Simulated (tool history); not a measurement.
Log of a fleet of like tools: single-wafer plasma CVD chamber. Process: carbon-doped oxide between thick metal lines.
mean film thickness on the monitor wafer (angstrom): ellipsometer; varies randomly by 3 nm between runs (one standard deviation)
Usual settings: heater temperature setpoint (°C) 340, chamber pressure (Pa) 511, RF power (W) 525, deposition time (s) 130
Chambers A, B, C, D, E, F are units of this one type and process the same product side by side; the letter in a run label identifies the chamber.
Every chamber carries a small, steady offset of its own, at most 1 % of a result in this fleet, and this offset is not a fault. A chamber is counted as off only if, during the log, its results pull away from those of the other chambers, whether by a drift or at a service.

| run | hour | heater temperature setpoint (°C) | chamber pressure (Pa) | RF power (W) | deposition time (s) | read-back reference wafer on the same gauge, thickness_nm | mean film thickness on the monitor wafer (angstrom) |
|---|---|---|---|---|---|---|---|
| 1D | 4.9 | 340 | 511 | 525 | 130 | 626.36 | 6640.4 |
| 2E | 9 | 340 | 511 | 525 | 130 | 626.09 | 6667.5 |
| 3B | 13.9 | 340 | 511 | 525 | 130 | 626.28 | 6656.3 |
| 4F | 18.9 | 340 | 511 | 525 | 130 | 625.49 | 6694.8 |
| 5C | 23.5 | 340 | 511 | 525 | 130 | 625.84 | 6670 |
| 6A | 26.3 | 340 | 511 | 525 | 130 | 626.31 | 6570.3 |
| 7D | 30.3 | 326 | 621 | 525 | 130 | 626.19 | 7098 |
| 8F | 34.8 | 326 | 621 | 525 | 130 | 626.32 | 7190.6 |
| 9C | 37.3 | 326 | 621 | 525 | 130 | 625.91 | 7173.7 |
| 10B | 41.8 | 326 | 621 | 525 | 130 | 626.46 | 7150.7 |
| 11E | 46.4 | 326 | 621 | 525 | 130 | 626.1 | 7170.9 |
| 12A | 48.9 | 326 | 621 | 525 | 130 | 625.8 | 7097 |
| 13B | 52.7 | 340 | 511 | 450 | 130 | 625.71 | 6014.6 |
| 14A | 56.3 | 340 | 511 | 450 | 130 | 626.04 | 6019 |
| 15F | 61.4 | 340 | 511 | 450 | 130 | 625.68 | 6048.9 |
| 16C | 66.1 | 340 | 511 | 450 | 130 | 625.64 | 6070.8 |
| 17E | 69.2 | 340 | 511 | 450 | 130 | 626.27 | 6110.5 |
| 18D | 72.6 | 340 | 511 | 450 | 130 | 626.36 | 6062.6 |
| 19D | 77.5 | 340 | 511 | 525 | 130 | 626 | 6627.5 |
| 20E | 80.3 | 340 | 511 | 525 | 130 | 626.19 | 6679.7 |
| 21C | 83.5 | 340 | 511 | 525 | 130 | 625.64 | 6685.6 |
| 22B | 86.5 | 340 | 511 | 525 | 130 | 626.15 | 6605.4 |
| 23A | 91.5 | 340 | 511 | 525 | 130 | 626.54 | 6590.9 |
| 24F | 95.4 | 340 | 511 | 525 | 130 | 626.26 | 6729.8 |
| 25D | 99.6 | 340 | 511 | 525 | 130 | 625.16 | 6632.2 |
| 26F | 102.2 | 340 | 511 | 525 | 130 | 625.6 | 6693.4 |
| 27C | 106.6 | 340 | 511 | 525 | 130 | 625.74 | 6648.5 |
| 28B | 111.4 | 340 | 511 | 525 | 130 | 625.59 | 6627.2 |
| 29E | 115.6 | 340 | 511 | 525 | 130 | 627.08 | 6696.4 |
| 30A | 118.7 | 340 | 511 | 525 | 130 | 626.1 | 6623.7 |
| 31F | 123 | 340 | 511 | 525 | 130 | 626.41 | 6700.4 |
| 32D | 126.3 | 331 | 511 | 525 | 130 | 626.19 | 6814.7 |
| 33A | 129.5 | 331 | 511 | 525 | 130 | 626.72 | 6800.7 |
| 34C | 133.4 | 331 | 511 | 525 | 130 | 625.54 | 6840.4 |
|  | 134.7 | chamber C: RF generator calibrated |
| 35E | 136 | 331 | 511 | 525 | 130 | 626.2 | 6868.3 |
| 36B | 138.7 | 331 | 511 | 525 | 130 | 626.08 | 6822.8 |
| 37C | 142.2 | 331 | 511 | 525 | 130 | 627.02 | 6822.2 |
| 38B | 145.6 | 340 | 511 | 475 | 130 | 625.44 | 6216.6 |
| 39F | 148.5 | 340 | 511 | 475 | 130 | 625.96 | 6260.7 |
| 40A | 151.8 | 340 | 511 | 475 | 130 | 625.44 | 6212.2 |
| 41D | 155.2 | 340 | 511 | 475 | 130 | 626.29 | 6224.5 |
| 42E | 157.9 | 340 | 511 | 475 | 130 | 626.34 | 6286.4 |
| 43A | 162.5 | 340 | 511 | 475 | 130 | 625.6 | 6241.2 |
| 44C | 165.2 | 340 | 511 | 525 | 130 | 625.91 | 6630 |

Next, all 6 chambers run the settings below, one line each with question marks for the results. What does each chamber give?
| 45A | 168.9 | 340 | 511 | 445 | 130 |  | ? |
| 45B | 168.9 | 340 | 511 | 445 | 130 |  | ? |
| 45C | 168.9 | 340 | 511 | 445 | 130 |  | ? |
| 45D | 168.9 | 340 | 511 | 445 | 130 |  | ? |
| 45E | 168.9 | 340 | 511 | 445 | 130 |  | ? |
| 45F | 168.9 | 340 | 511 | 445 | 130 |  | ? |

| run | mean film thickness on the monitor wafer (angstrom) |
|---|---|
| 45A | 5990.3 |
| 45B | 5978.4 |
| 45C | 5971 |
| 45D | 6021.9 |
| 45E | 6009.1 |
| 45F | 5933.3 |
